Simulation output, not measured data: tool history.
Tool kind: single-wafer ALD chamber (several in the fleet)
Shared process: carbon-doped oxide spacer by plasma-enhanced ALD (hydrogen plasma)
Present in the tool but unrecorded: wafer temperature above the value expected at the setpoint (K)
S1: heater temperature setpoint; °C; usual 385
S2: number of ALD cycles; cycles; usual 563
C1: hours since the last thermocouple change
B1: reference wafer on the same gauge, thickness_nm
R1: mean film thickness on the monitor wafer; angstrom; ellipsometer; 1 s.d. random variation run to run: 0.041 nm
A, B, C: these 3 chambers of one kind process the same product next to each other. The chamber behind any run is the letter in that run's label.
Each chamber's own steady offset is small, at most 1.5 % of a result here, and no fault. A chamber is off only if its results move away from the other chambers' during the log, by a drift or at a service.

{"run": "1A", "day": 0.175, "S1": 385, "S2": 563, "C1": 1892.2, "B1": 28.591, "R1": 277.65}
{"run": "2C", "day": 0.329, "S1": 385, "S2": 563, "C1": 463.4, "B1": 28.582, "R1": 279.14}
{"run": "3B", "day": 0.508, "S1": 385, "S2": 563, "C1": 1564.8, "B1": 28.572, "R1": 282.89}
{"run": "4B", "day": 0.608, "S1": 385, "S2": 563, "C1": 1567.2, "B1": 28.581, "R1": 281.93}
{"run": "5C", "day": 0.742, "S1": 385, "S2": 563, "C1": 473.3, "B1": 28.569, "R1": 279.11}
{"run": "6A", "day": 0.85, "S1": 385, "S2": 563, "C1": 1908.4, "B1": 28.561, "R1": 277.65}
{"run": "7C", "day": 1.021, "S1": 385, "S2": 563, "C1": 480, "B1": 28.557, "R1": 279.13}
{"run": "8B", "day": 1.15, "S1": 385, "S2": 563, "C1": 1580.2, "B1": 28.538, "R1": 282.67}
{"run": "9A", "day": 1.275, "S1": 385, "S2": 563, "C1": 1918.6, "B1": 28.537, "R1": 277.84}
{"run": "10A", "day": 1.375, "S1": 385, "S2": 563, "C1": 1921, "B1": 28.534, "R1": 277.58}
{"run": "11B", "day": 1.571, "S1": 385, "S2": 563, "C1": 1590.3, "B1": 28.529, "R1": 281.53}
{"run": "12C", "day": 1.754, "S1": 385, "S2": 563, "C1": 497.6, "B1": 28.513, "R1": 278.67}
{"run": "13A", "day": 1.896, "S1": 385, "S2": 563, "C1": 1933.5, "B1": 28.517, "R1": 277.11}
{"run": "14C", "day": 2.038, "S1": 385, "S2": 563, "C1": 504.4, "B1": 28.502, "R1": 278.53}
{"run": "15B", "day": 2.221, "S1": 399, "S2": 563, "C1": 1605.9, "B1": 28.494, "R1": 281.04}
{"run": "16A", "day": 2.412, "S1": 399, "S2": 563, "C1": 1945.9, "B1": 28.484, "R1": 276.81}
{"run": "17B", "day": 2.588, "S1": 399, "S2": 563, "C1": 1614.7, "B1": 28.467, "R1": 280.96}
{"run": "18C", "day": 2.692, "S1": 385, "S2": 563, "C1": 520.1, "B1": 28.475, "R1": 278.47}
{"run": "19B", "day": 2.896, "S1": 385, "S2": 563, "C1": 1622.1, "B1": 28.463, "R1": 280.64}
{"run": "20A", "day": 3.079, "S1": 385, "S2": 563, "C1": 1961.9, "B1": 28.453, "R1": 276.81}
{"run": "21C", "day": 3.238, "S1": 385, "S2": 563, "C1": 533.2, "B1": 28.442, "R1": 277.95}
{"run": "22B", "day": 3.342, "S1": 385, "S2": 563, "C1": 1632.8, "B1": 28.444, "R1": 280.87}
{"run": "23A", "day": 3.512, "S1": 394, "S2": 501, "C1": 1972.3, "B1": 28.427, "R1": 246.1}

For the next run the whole fleet of 3 chambers uses the same settings. Give each chamber's results:
{"run": "24A", "day": 3.658, "S1": 385, "S2": 563, "R1": "?"}
{"run": "24B", "day": 3.658, "S1": 385, "S2": 563, "R1": "?"}
{"run": "24C", "day": 3.658, "S1": 385, "S2": 563, "R1": "?"}

run=24A R1=276.42
run=24B R1=280.17
run=24C R1=278.62
